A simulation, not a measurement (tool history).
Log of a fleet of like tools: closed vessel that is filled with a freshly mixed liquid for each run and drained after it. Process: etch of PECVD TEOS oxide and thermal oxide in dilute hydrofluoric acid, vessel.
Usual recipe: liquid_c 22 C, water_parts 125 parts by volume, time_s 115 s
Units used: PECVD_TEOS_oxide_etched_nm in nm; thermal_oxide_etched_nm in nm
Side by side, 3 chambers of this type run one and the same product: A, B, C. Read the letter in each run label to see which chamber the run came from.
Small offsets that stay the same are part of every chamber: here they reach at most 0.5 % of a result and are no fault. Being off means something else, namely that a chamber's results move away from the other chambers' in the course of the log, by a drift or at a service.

run,hour,liquid_c,water_parts,time_s,hours since the thermometer was replaced,hours since the hydrofluoric acid flow meter was replaced,"read-back film thickness of the PECVD TEOS oxide reference wafer, read on the same gauge (nm)","read-back film thickness of the thermal oxide reference wafer, read on the same gauge (nm)",PECVD_TEOS_oxide_etched_nm,thermal_oxide_etched_nm
1A,3.9,22,125,115,488.7,1053.3,79.979,39.985,16.5560,4.0286
2C,11.0,22,125,115,1265.8,469.7,80.008,40.016,16.5320,4.0288
3B,17.1,22,125,115,762.6,1949.8,79.998,39.993,16.6150,4.1111
4C,23.1,22,125,115,1277.9,481.8,79.994,40.003,16.6950,4.1204
5A,29.2,22,125,115,514.0,1078.6,80.014,39.989,16.5340,4.1009
6B,32.8,22,125,115,778.3,1965.5,80.026,40.002,16.5480,4.1041
7B,36.8,22,125,115,782.3,1969.5,80.009,39.937,16.5430,4.0569
8C,41.8,22,125,115,1296.6,500.5,79.958,39.978,16.9390,4.0504
9A,46.2,22,70,115,531.0,1095.6,79.994,39.982,31.9500,7.6715
10A,54.0,22,70,115,538.8,1103.4,79.990,40.017,32.0530,7.8281
11C,59.6,22,70,115,1314.4,518.3,80.001,39.973,31.7190,7.8623
12B,66.4,22,125,115,811.9,1999.1,80.022,39.950,16.6570,4.1006
13A,71.9,22,125,115,556.7,1121.3,79.979,39.983,16.6980,4.1337
14B,77.7,22,125,115,823.2,2010.4,79.973,39.976,16.6230,4.0681
15C,85.1,22,125,115,1339.9,543.8,80.012,39.980,16.7100,4.0565
16A,90.2,22,125,115,575.0,1139.6,80.018,40.036,16.4400,4.1562
17B,93.7,22,125,115,839.2,2026.4,80.032,40.023,16.6370,4.1212
18C,101.4,22,125,115,1356.2,560.1,79.981,39.973,16.6520,4.0233
19A,105.6,22,125,115,590.4,1155.0,79.999,40.036,16.6770,4.1317
20C,111.7,22,125,115,1366.5,570.4,80.033,39.983,16.7280,4.0068
21B,116.5,22,125,115,862.0,2049.2,79.997,40.049,16.6570,3.9994
22A,122.3,22,125,115,607.1,1171.7,79.984,40.006,16.4300,4.0960
23C,126.1,22,125,115,1380.9,584.8,79.979,39.988,16.7220,3.9653
24B,132.7,22,125,115,878.2,2065.4,80.017,39.965,16.7710,4.0870
25B,140.2,18,170,115,885.7,2072.9,79.959,40.023,9.8654,2.4381
# hour 143.6: chamber C: thermometer replaced
26A,143.8,18,170,115,628.6,1193.2,79.992,40.022,9.8406,2.4057
27C,151.0,18,170,115,7.4,609.7,79.969,40.015,10.0560,2.4056

Each of the 3 chambers runs these same settings next. Fill in every chamber's results:
28A,156.6,22,125,115,,,,,?,?
28B,156.6,22,125,115,,,,,?,?
28C,156.6,22,125,115,,,,,?,?

run,PECVD_TEOS_oxide_etched_nm,thermal_oxide_etched_nm
28A,16.5030,4.0675
28B,16.6850,4.0666
28C,16.7550,4.0471

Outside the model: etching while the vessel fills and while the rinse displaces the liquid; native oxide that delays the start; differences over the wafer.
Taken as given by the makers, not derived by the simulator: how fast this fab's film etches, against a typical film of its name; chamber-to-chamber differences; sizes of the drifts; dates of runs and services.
